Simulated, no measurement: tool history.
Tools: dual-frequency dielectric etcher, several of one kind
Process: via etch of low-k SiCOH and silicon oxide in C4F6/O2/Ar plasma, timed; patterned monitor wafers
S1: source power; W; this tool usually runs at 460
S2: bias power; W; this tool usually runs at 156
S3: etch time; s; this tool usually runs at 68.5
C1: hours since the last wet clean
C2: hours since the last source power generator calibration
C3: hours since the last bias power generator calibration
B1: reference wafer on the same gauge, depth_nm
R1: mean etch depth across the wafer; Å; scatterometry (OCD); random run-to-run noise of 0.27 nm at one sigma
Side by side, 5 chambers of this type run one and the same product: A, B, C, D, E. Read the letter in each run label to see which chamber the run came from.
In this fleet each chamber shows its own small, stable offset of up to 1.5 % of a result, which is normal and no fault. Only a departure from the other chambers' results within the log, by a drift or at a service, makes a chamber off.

| run | day | S1 | S2 | S3 | C1 | C2 | C3 | B1 | R1 |
|---|---|---|---|---|---|---|---|---|---|
|  | 0.279 | chamber A: source power generator calibrated |
| 1D | 0.567 | 460 | 156 | 68.5 | 267.2 | 777.2 | 1394.1 | 180.02 | 1808.2 |
|  | 0.792 | chamber B: bias power generator calibrated |
| 2A | 0.917 | 460 | 156 | 68.5 | 331.1 | 15.3 | 1490.0 | 180.16 | 1789.5 |
| 3E | 1.512 | 460 | 156 | 68.5 | 256.7 | 344.3 | 2277.1 | 180.01 | 1799.1 |
|  | 1.750 | chamber C: wet clean of the chamber |
| 4C | 1.842 | 460 | 156 | 68.5 | 2.2 | 546.5 | 2538.0 | 180.12 | 1816.8 |
| 5B | 2.200 | 460 | 156 | 68.5 | 180.3 | 2170.4 | 33.9 | 180.18 | 1828.2 |
| 6E | 2.646 | 460 | 156 | 68.5 | 283.9 | 371.5 | 2304.3 | 180.18 | 1803.7 |
| 7D | 3.242 | 530 | 156 | 82.5 | 331.4 | 841.4 | 1458.3 | 180.25 | 2308.1 |
| 8C | 3.646 | 530 | 156 | 82.5 | 45.5 | 589.8 | 2581.3 | 180.27 | 2310.0 |
| 9A | 3.904 | 530 | 156 | 82.5 | 402.8 | 87.0 | 1561.7 | 180.34 | 2283.6 |
| 10B | 4.300 | 530 | 156 | 82.5 | 230.7 | 2220.8 | 84.3 | 180.34 | 2330.5 |
| 11A | 4.621 | 530 | 156 | 82.5 | 420.0 | 104.2 | 1578.9 | 180.26 | 2290.7 |
| 12E | 5.108 | 460 | 156 | 68.5 | 343.0 | 430.6 | 2363.4 | 180.34 | 1805.6 |
| 13D | 5.392 | 460 | 156 | 68.5 | 383.0 | 893.0 | 1509.9 | 180.45 | 1807.8 |
| 14B | 5.871 | 460 | 178 | 75.5 | 268.4 | 2258.5 | 122.0 | 180.47 | 2107.8 |
| 15C | 6.362 | 460 | 178 | 75.5 | 110.7 | 655.0 | 2646.5 | 180.49 | 2093.4 |
| 16C | 6.942 | 460 | 178 | 75.5 | 124.6 | 668.9 | 2660.4 | 180.45 | 2097.5 |
| 17A | 7.454 | 460 | 178 | 75.5 | 488.0 | 172.2 | 1646.9 | 180.53 | 2074.3 |
|  | 7.892 | chamber A: wet clean of the chamber |
| 18B | 8.042 | 460 | 178 | 75.5 | 320.5 | 2310.6 | 174.1 | 180.60 | 2108.7 |
| 19E | 8.371 | 460 | 123 | 54.5 | 421.3 | 508.9 | 2441.7 | 180.49 | 1345.0 |
|  | 8.767 | chamber E: wet clean of the chamber |
| 20D | 8.792 | 460 | 123 | 54.5 | 464.6 | 974.6 | 1591.5 | 180.63 | 1340.2 |
| 21B | 9.375 | 460 | 123 | 54.5 | 352.5 | 2342.6 | 206.1 | 180.74 | 1361.4 |
| 22C | 9.821 | 460 | 123 | 54.5 | 193.7 | 738.0 | 2729.5 | 180.67 | 1354.2 |
| 23D | 10.246 | 460 | 123 | 54.5 | 499.5 | 1009.5 | 1626.4 | 180.66 | 1339.3 |
| 24A | 10.775 | 460 | 156 | 68.5 | 69.3 | 251.9 | 1726.6 | 180.71 | 1803.2 |
| 25E | 11.362 | 460 | 156 | 68.5 | 62.4 | 580.7 | 2513.5 | 180.75 | 1807.3 |
| 26C | 11.700 | 460 | 156 | 68.5 | 238.8 | 783.1 | 2774.6 | 180.80 | 1827.3 |
| 27A | 12.021 | 460 | 156 | 68.5 | 99.2 | 281.8 | 1756.5 | 180.81 | 1798.8 |
| 28B | 12.567 | 460 | 156 | 68.5 | 429.1 | 2419.2 | 282.7 | 180.90 | 1837.6 |
| 29D | 12.829 | 400 | 137 | 68.5 | 561.5 | 1071.5 | 1688.4 | 180.90 | 1646.2 |
|  | 12.942 | chamber B: wet clean of the chamber |
| 30E | 13.196 | 400 | 137 | 68.5 | 106.4 | 624.7 | 2557.5 | 180.89 | 1649.4 |
| 31E | 13.508 | 400 | 137 | 68.5 | 113.9 | 632.2 | 2565.0 | 180.93 | 1649.8 |
|  | 13.575 | chamber D: wet clean of the chamber |
| 32D | 14.017 | 400 | 137 | 68.5 | 10.7 | 1100.0 | 1716.9 | 180.95 | 1649.3 |
| 33B | 14.479 | 400 | 137 | 68.5 | 37.0 | 2465.1 | 328.6 | 180.97 | 1678.4 |
|  | 14.738 | chamber B: source power generator calibrated |
| 34A | 14.975 | 460 | 156 | 68.5 | 170.1 | 352.7 | 1827.4 | 181.06 | 1803.9 |
| 35C | 15.421 | 460 | 156 | 68.5 | 328.1 | 872.4 | 2863.9 | 181.02 | 1823.5 |
| 36B | 15.992 | 460 | 156 | 68.5 | 73.3 | 30.2 | 364.9 | 181.08 | 1840.5 |

Is one chamber off against the others, does the gauge drift, or is nothing wrong? If a chamber is off, say which, and what the likeliest cause is.

None of the chambers is off. What moves is the gauge, dragging all their readings along together.
Cause: gauge reads high (%) = 0.624.
